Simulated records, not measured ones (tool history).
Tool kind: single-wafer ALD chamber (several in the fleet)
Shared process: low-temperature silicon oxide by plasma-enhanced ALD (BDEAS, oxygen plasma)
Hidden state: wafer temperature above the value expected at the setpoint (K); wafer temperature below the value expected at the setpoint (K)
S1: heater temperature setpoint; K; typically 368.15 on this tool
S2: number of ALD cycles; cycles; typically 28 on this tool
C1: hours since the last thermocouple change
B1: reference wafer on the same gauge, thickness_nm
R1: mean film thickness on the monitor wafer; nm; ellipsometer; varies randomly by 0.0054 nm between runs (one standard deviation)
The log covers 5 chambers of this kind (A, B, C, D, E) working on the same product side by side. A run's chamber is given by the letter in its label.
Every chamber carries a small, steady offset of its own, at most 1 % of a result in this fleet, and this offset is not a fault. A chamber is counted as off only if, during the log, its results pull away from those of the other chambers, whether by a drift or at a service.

Run 1A, day 0.338: usual settings; C1 213.2; B1 4.4801. Result: R1 4.0623 nm.
Run 2B, day 0.671: usual settings; C1 502.6; B1 4.4820. Result: R1 4.0707 nm.
Run 3C, day 1.204: usual settings; C1 384.6; B1 4.4822. Result: R1 4.0896 nm.
Run 4E, day 1.575: usual settings; C1 338.9; B1 4.4820. Result: R1 4.1183 nm.
Run 5D, day 2.075: usual settings; C1 1698.2; B1 4.4835. Result: R1 4.0690 nm.
Run 6C, day 2.629: usual settings; C1 418.8; B1 4.4856. Result: R1 4.0959 nm.
Run 7E, day 3.029: usual settings; C1 373.8; B1 4.4844. Result: R1 4.1137 nm.
Run 8D, day 3.429: usual settings but S2 23 cycles; C1 1730.7; B1 4.4843. Result: R1 3.3519 nm.
Run 9A, day 3.975: usual settings but S2 23 cycles; C1 300.5; B1 4.4865. Result: R1 3.3467 nm.
Run 10B, day 4.546: usual settings but S2 23 cycles; C1 595.6; B1 4.4874. Result: R1 3.3506 nm.
Run 11B, day 4.821: usual settings but S2 23 cycles; C1 602.2; B1 4.4891. Result: R1 3.3556 nm.
Run 12C, day 5.375: usual settings but S2 23 cycles; C1 484.7; B1 4.4904. Result: R1 3.3651 nm.
Run 13D, day 5.767: usual settings; C1 1786.8; B1 4.4897. Result: R1 4.0797 nm.
Run 14E, day 6.142: usual settings; C1 448.5; B1 4.4893. Result: R1 4.1250 nm.
Run 15A, day 6.679: usual settings; C1 365.4; B1 4.4916. Result: R1 4.0823 nm.
Run 16E, day 7.233: usual settings; C1 474.7; B1 4.4917. Result: R1 4.1067 nm.
Run 17C, day 7.612: usual settings; C1 538.4; B1 4.4922. Result: R1 4.0958 nm.
Run 18D, day 8.054: usual settings; C1 1841.7; B1 4.4916. Result: R1 4.0903 nm.
Run 19A, day 8.612: usual settings but S1 372.15 K, S2 24 cycles; C1 411.8; B1 4.4931. Result: R1 3.4485 nm.
Run 20B, day 9.200: usual settings but S1 372.15 K, S2 24 cycles; C1 707.3; B1 4.4952. Result: R1 3.4521 nm.
Run 21B, day 9.662: usual settings but S1 372.15 K, S2 24 cycles; C1 718.4; B1 4.4946. Result: R1 3.4446 nm.
Run 22E, day 9.946: usual settings but S1 372.15 K, S2 24 cycles; C1 539.8; B1 4.4974. Result: R1 3.4945 nm.
Run 23A, day 10.421: usual settings but S1 372.15 K, S2 24 cycles; C1 455.2; B1 4.4974. Result: R1 3.4557 nm.
Run 24C, day 11.012: usual settings; C1 620.0; B1 4.4982. Result: R1 4.1103 nm.
Run 25D, day 11.525: usual settings; C1 1925.0; B1 4.4981. Result: R1 4.0913 nm.
Run 26C, day 12.004: usual settings; C1 643.8; B1 4.4994. Result: R1 4.1100 nm.
Run 27E, day 12.517: usual settings; C1 601.5; B1 4.4998. Result: R1 4.1153 nm.
Run 28D, day 12.779: usual settings; C1 1955.1; B1 4.4998. Result: R1 4.0907 nm.
Run 29B, day 13.362: usual settings; C1 807.2; B1 4.5010. Result: R1 4.0861 nm.
Run 30A, day 13.629: usual settings but S2 33 cycles; C1 532.2; B1 4.5023. Result: R1 4.8211 nm.
Run 31D, day 13.900: usual settings but S2 33 cycles; C1 1982.0; B1 4.5026. Result: R1 4.8444 nm.
Run 32B, day 14.300: usual settings but S2 33 cycles; C1 829.7; B1 4.5033. Result: R1 4.8154 nm.
Run 33A, day 14.888: usual settings but S2 33 cycles; C1 562.4; B1 4.5032. Result: R1 4.8269 nm.

Decide between three cases: one chamber stands off from its peers, the gauge reading all wafers drifts, or nothing is wrong past each chamber's small offset. Where a chamber is off, say which and what most likely put it there.

The gauge drifts, so all chambers seem to drift together. No chamber is off.
Cause: gauge reads high (%) = 0.548.
